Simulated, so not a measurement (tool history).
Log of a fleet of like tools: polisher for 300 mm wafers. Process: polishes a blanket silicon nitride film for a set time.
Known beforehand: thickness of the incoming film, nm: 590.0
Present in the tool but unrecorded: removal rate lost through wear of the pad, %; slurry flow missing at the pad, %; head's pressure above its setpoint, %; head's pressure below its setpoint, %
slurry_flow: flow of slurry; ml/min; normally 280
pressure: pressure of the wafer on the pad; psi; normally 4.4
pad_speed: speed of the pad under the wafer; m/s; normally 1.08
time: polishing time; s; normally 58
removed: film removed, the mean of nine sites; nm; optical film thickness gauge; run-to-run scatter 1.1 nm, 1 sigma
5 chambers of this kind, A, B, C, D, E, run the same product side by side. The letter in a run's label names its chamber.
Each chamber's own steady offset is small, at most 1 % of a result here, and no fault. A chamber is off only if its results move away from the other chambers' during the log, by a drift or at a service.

| run | hour | slurry_flow | pressure | pad_speed | time | wafers polished on this pad | hours since the slurry nozzle was cleaned | hours since the head pressure was calibrated | removed |
|---|---|---|---|---|---|---|---|---|---|
|  | 5.1 | chamber B: worn pad replaced by a new one |
| 1D | 5.4 | 280 | 4.4 | 1.08 | 58 | 700 | 468.7 | 598.2 | 111.16 |
| 2E | 11.9 | 280 | 4.4 | 1.08 | 58 | 496 | 604.8 | 421.4 | 111.53 |
|  | 15.3 | chamber C: worn pad replaced by a new one |
| 3C | 18.2 | 280 | 4.4 | 1.08 | 58 | 20 | 329.2 | 960.8 | 112.83 |
| 4A | 22.4 | 280 | 4.4 | 1.08 | 58 | 276 | 264.3 | 768.1 | 112.7 |
| 5B | 29.4 | 280 | 4.4 | 1.08 | 58 | 163 | 48.5 | 230.7 | 110.22 |
| 6C | 37.4 | 280 | 4.4 | 1.08 | 58 | 149 | 348.4 | 980 | 111.72 |
|  | 41.8 | chamber D: worn pad replaced by a new one |
| 7E | 41.9 | 280 | 4.4 | 1.08 | 58 | 698 | 634.8 | 451.4 | 111.2 |
| 8B | 46.1 | 280 | 4.4 | 1.08 | 58 | 275 | 65.2 | 247.4 | 110.54 |
| 9D | 54.3 | 280 | 4.4 | 1.08 | 58 | 84 | 517.6 | 647.1 | 113.97 |
|  | 56.2 | chamber D: slurry nozzle cleaned |
| 10A | 58.3 | 280 | 4.4 | 1.08 | 58 | 517 | 300.2 | 804 | 112.99 |
|  | 60.5 | chamber E: head pressure recalibrated |
| 11A | 62.1 | 280 | 4.4 | 1.24 | 58 | 543 | 304 | 807.8 | 124.84 |
|  | 63.7 | chamber A: head pressure recalibrated |
| 12E | 70.8 | 280 | 4.4 | 1.24 | 58 | 892 | 663.7 | 10.4 | 126.13 |
|  | 73.4 | chamber A: worn pad replaced by a new one |
| 13B | 76.5 | 280 | 4.4 | 1.24 | 58 | 480 | 95.6 | 277.8 | 124.89 |
| 14D | 82.7 | 280 | 4.4 | 1.24 | 58 | 275 | 26.5 | 675.5 | 126.52 |
|  | 83.3 | chamber E: worn pad replaced by a new one |
| 15C | 88.5 | 280 | 4.4 | 1.24 | 58 | 492 | 399.5 | 1031.1 | 126.59 |
| 16A | 97 | 280 | 4.4 | 1.08 | 58 | 158 | 338.9 | 33.3 | 113.51 |
| 17B | 103 | 280 | 4.4 | 1.08 | 58 | 658 | 122.1 | 304.3 | 113.3 |
| 18E | 110.7 | 280 | 4.4 | 1.08 | 58 | 184 | 703.6 | 50.3 | 111.71 |
|  | 113.8 | chamber B: worn pad replaced by a new one |
|  | 114.5 | chamber C: head pressure recalibrated |
| 19D | 118.1 | 280 | 4.4 | 1.08 | 58 | 513 | 61.9 | 710.9 | 113.23 |
| 20C | 123.8 | 280 | 4.4 | 1.08 | 58 | 729 | 434.8 | 9.3 | 99.82 |
| 21D | 129.4 | 280 | 4.4 | 1.08 | 58 | 589 | 73.2 | 722.2 | 111.46 |
| 22A | 134.4 | 280 | 4.4 | 1.08 | 58 | 409 | 376.3 | 70.7 | 113.11 |
|  | 140.8 | chamber C: slurry nozzle cleaned |
| 23C | 141.9 | 280 | 4.9 | 1.08 | 73 | 851 | 1.2 | 27.4 | 136.82 |
|  | 148.1 | chamber A: worn pad replaced by a new one |
| 24E | 149.2 | 280 | 4.9 | 1.08 | 73 | 442 | 742.1 | 88.8 | 159.14 |
| 25B | 155.6 | 280 | 4.9 | 1.08 | 73 | 281 | 174.7 | 356.9 | 156.11 |
| 26D | 159.5 | 280 | 4.9 | 1.08 | 73 | 791 | 103.3 | 752.3 | 158.2 |
| 27B | 166.2 | 280 | 4.9 | 1.08 | 73 | 352 | 185.3 | 367.5 | 156.37 |
| 28A | 170.4 | 280 | 5.8 | 1.08 | 43 | 150 | 412.3 | 106.7 | 108.15 |
| 29C | 177.2 | 280 | 5.8 | 1.08 | 43 | 1088 | 36.5 | 62.7 | 95.867 |
|  | 179.2 | chamber C: worn pad replaced by a new one |
| 30E | 182.1 | 280 | 5.8 | 1.08 | 43 | 664 | 775 | 121.7 | 109.09 |
| 31D | 189.3 | 280 | 5.8 | 1.08 | 43 | 991 | 133.1 | 782.1 | 110.86 |
| 32A | 196.6 | 280 | 5.8 | 1.08 | 43 | 326 | 438.5 | 132.9 | 109.32 |
| 33E | 200.4 | 280 | 4.4 | 1.08 | 58 | 786 | 793.3 | 140 | 113.07 |
| 34C | 207.5 | 280 | 3.4 | 1.08 | 39 | 190 | 66.8 | 93 | 51.981 |
| 35B | 212.9 | 280 | 3.4 | 1.08 | 39 | 666 | 232 | 414.2 | 57.847 |
|  | 215.5 | chamber D: worn pad replaced by a new one |
| 36E | 218.2 | 280 | 3.4 | 1.08 | 39 | 906 | 811.1 | 157.8 | 57.89 |
| 37D | 226.1 | 280 | 3.4 | 1.08 | 39 | 71 | 169.9 | 818.9 | 58.275 |
|  | 226.2 | chamber B: worn pad replaced by a new one |
| 38C | 231.4 | 280 | 3.4 | 1.08 | 39 | 351 | 90.7 | 116.9 | 51.492 |
|  | 236.5 | chamber A: worn pad replaced by a new one |
| 39B | 239.4 | 280 | 4.4 | 1.08 | 58 | 88 | 258.5 | 440.7 | 110.24 |
| 40A | 243.9 | 280 | 4.4 | 1.08 | 58 | 50 | 485.8 | 180.2 | 111.87 |

Next, every chamber runs the same settings. What will each give?
| 41A | 250.1 | 280 | 4.4 | 1.08 | 58 |  |  |  | ? |
| 41B | 250.1 | 280 | 4.4 | 1.08 | 58 |  |  |  | ? |
| 41C | 250.1 | 280 | 4.4 | 1.08 | 58 |  |  |  | ? |
| 41D | 250.1 | 280 | 4.4 | 1.08 | 58 |  |  |  | ? |
| 41E | 250.1 | 280 | 4.4 | 1.08 | 58 |  |  |  | ? |

| run | removed |
|---|---|
| 41A | 112.01 |
| 41B | 112.58 |
| 41C | 99.364 |
| 41D | 114.68 |
| 41E | 110.24 |
